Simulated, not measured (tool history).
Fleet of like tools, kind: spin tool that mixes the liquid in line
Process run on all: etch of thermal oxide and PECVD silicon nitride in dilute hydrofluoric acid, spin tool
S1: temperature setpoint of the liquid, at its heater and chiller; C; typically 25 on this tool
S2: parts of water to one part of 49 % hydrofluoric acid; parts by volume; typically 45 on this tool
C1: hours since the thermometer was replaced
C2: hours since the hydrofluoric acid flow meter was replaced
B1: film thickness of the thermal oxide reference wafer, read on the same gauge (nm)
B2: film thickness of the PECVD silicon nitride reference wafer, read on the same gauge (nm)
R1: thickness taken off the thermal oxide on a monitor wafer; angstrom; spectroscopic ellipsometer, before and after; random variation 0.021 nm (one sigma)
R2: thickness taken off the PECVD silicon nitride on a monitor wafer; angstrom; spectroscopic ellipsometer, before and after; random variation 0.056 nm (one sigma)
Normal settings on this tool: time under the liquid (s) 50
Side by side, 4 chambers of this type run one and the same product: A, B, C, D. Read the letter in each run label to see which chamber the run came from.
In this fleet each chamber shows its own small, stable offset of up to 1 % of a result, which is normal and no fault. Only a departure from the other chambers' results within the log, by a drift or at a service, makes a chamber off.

Run 1D, hour 2: usual settings; C1 850.3; C2 281; B1 70.037; B2 39.937. Result: R1 58.237 angstrom, R2 57.162 angstrom.
Run 2A, hour 4.7: usual settings; C1 2395.3; C2 1643.1; B1 70.02; B2 40.015. Result: R1 58.885 angstrom, R2 57.469 angstrom.
Run 3B, hour 8.4: usual settings; C1 1200.6; C2 127.2; B1 70; B2 39.961. Result: R1 57.969 angstrom, R2 57.574 angstrom.
Run 4C, hour 11.8: usual settings; C1 1806.3; C2 855.7; B1 70.026; B2 39.996. Result: R1 58.434 angstrom, R2 56.173 angstrom.
Run 5C, hour 13.8: usual settings; C1 1808.3; C2 857.7; B1 70.01; B2 39.984. Result: R1 58.723 angstrom, R2 56.966 angstrom.
Run 6A, hour 17: usual settings; C1 2407.6; C2 1655.4; B1 70.039; B2 39.97. Result: R1 59.255 angstrom, R2 58.293 angstrom.
At hour 20.2: chamber C: hydrofluoric acid flow meter replaced.
Run 7D, hour 20.7: usual settings but S1 27.5 C, S2 25 parts by volume; C1 869; C2 299.7; B1 70.023; B2 40.036. Result: R1 118.17 angstrom, R2 118.46 angstrom.
Run 8B, hour 24.7: usual settings but S1 27.5 C, S2 25 parts by volume; C1 1216.9; C2 143.5; B1 69.994; B2 39.998. Result: R1 119.85 angstrom, R2 121.32 angstrom.
Run 9A, hour 28.1: usual settings but S1 27.5 C, S2 25 parts by volume; C1 2418.7; C2 1666.5; B1 69.994; B2 40.01. Result: R1 119.3 angstrom, R2 118.24 angstrom.
Run 10D, hour 31.6: usual settings but S1 27.5 C, S2 25 parts by volume; C1 879.9; C2 310.6; B1 69.963; B2 40.011. Result: R1 119.32 angstrom, R2 118.8 angstrom.
Run 11B, hour 33.4: usual settings; C1 1225.6; C2 152.2; B1 69.998; B2 39.979. Result: R1 58.046 angstrom, R2 57.709 angstrom.
Run 12C, hour 37.7: usual settings; C1 1832.2; C2 17.6; B1 69.994; B2 39.991. Result: R1 58.642 angstrom, R2 57.296 angstrom.
Run 13C, hour 41.9: usual settings; C1 1836.4; C2 21.8; B1 69.995; B2 40.01. Result: R1 58.508 angstrom, R2 57.995 angstrom.
Run 14D, hour 45.1: usual settings but S2 30 parts by volume, time under the liquid (s) 35; C1 893.4; C2 324.1; B1 69.973; B2 39.986. Result: R1 62.056 angstrom, R2 58.996 angstrom.
Run 15A, hour 48.4: usual settings but S2 30 parts by volume, time under the liquid (s) 35; C1 2439; C2 1686.8; B1 70.032; B2 40.057. Result: R1 62.973 angstrom, R2 58.9 angstrom.
Run 16B, hour 52.6: usual settings but S2 30 parts by volume, time under the liquid (s) 35; C1 1244.8; C2 171.4; B1 70.017; B2 40.027. Result: R1 62.676 angstrom, R2 60.229 angstrom.
Run 17C, hour 55: usual settings but S2 30 parts by volume, time under the liquid (s) 35; C1 1849.5; C2 34.9; B1 69.997; B2 40.028. Result: R1 63.387 angstrom, R2 60.366 angstrom.
At hour 58.6: chamber A: hydrofluoric acid flow meter replaced.
Run 18B, hour 58.9: usual settings but S2 55 parts by volume, time under the liquid (s) 25; C1 1251.1; C2 177.7; B1 69.999; B2 40.005. Result: R1 23.285 angstrom, R2 23.242 angstrom.
Run 19D, hour 62.1: usual settings but S2 55 parts by volume, time under the liquid (s) 25; C1 910.4; C2 341.1; B1 69.966; B2 39.979. Result: R1 23.54 angstrom, R2 23.243 angstrom.
Run 20A, hour 64.9: usual settings but S2 55 parts by volume, time under the liquid (s) 25; C1 2455.5; C2 6.3; B1 69.975; B2 39.964. Result: R1 23.866 angstrom, R2 23.734 angstrom.
Run 21A, hour 67: usual settings but S2 55 parts by volume, time under the liquid (s) 25; C1 2457.6; C2 8.4; B1 70.011; B2 39.971. Result: R1 23.888 angstrom, R2 24.079 angstrom.
Run 22D, hour 71.2: usual settings; C1 919.5; C2 350.2; B1 69.993; B2 40.03. Result: R1 57.897 angstrom, R2 56.049 angstrom.
Run 23C, hour 75.3: usual settings; C1 1869.8; C2 55.2; B1 70.009; B2 40.017. Result: R1 58.743 angstrom, R2 57.605 angstrom.
Run 24B, hour 77.4: usual settings but S1 30 C; C1 1269.6; C2 196.2; B1 70.015; B2 39.986. Result: R1 71.109 angstrom, R2 79.636 angstrom.
Run 25C, hour 80.8: usual settings but S1 30 C; C1 1875.3; C2 60.7; B1 70.006; B2 40.004. Result: R1 71.885 angstrom, R2 80.204 angstrom.
Run 26A, hour 84.3: usual settings but S1 30 C; C1 2474.9; C2 25.7; B1 70.03; B2 39.953. Result: R1 72.443 angstrom, R2 78.883 angstrom.
Run 27B, hour 86.7: usual settings but S1 30 C; C1 1278.9; C2 205.5; B1 69.979; B2 40.014. Result: R1 70.655 angstrom, R2 79.385 angstrom.
Run 28D, hour 90.5: usual settings; C1 938.8; C2 369.5; B1 70.033; B2 39.995. Result: R1 58.507 angstrom, R2 56.94 angstrom.
Run 29A, hour 93.9: usual settings but S1 20.5 C; C1 2484.5; C2 35.3; B1 69.946; B2 40.001. Result: R1 49.089 angstrom, R2 43.447 angstrom.
Run 30B, hour 98.1: usual settings but S1 20.5 C; C1 1290.3; C2 216.9; B1 69.985; B2 39.981. Result: R1 48.424 angstrom, R2 42.722 angstrom.

Has any chamber moved away from the others, gradually or after a service, or does the common gauge drift, or do the chambers differ only by their own small steady offsets? State the chamber and the most likely cause if one applies.

Neither any chamber nor the gauge drifts; the chambers differ only by their own small, steady offsets.
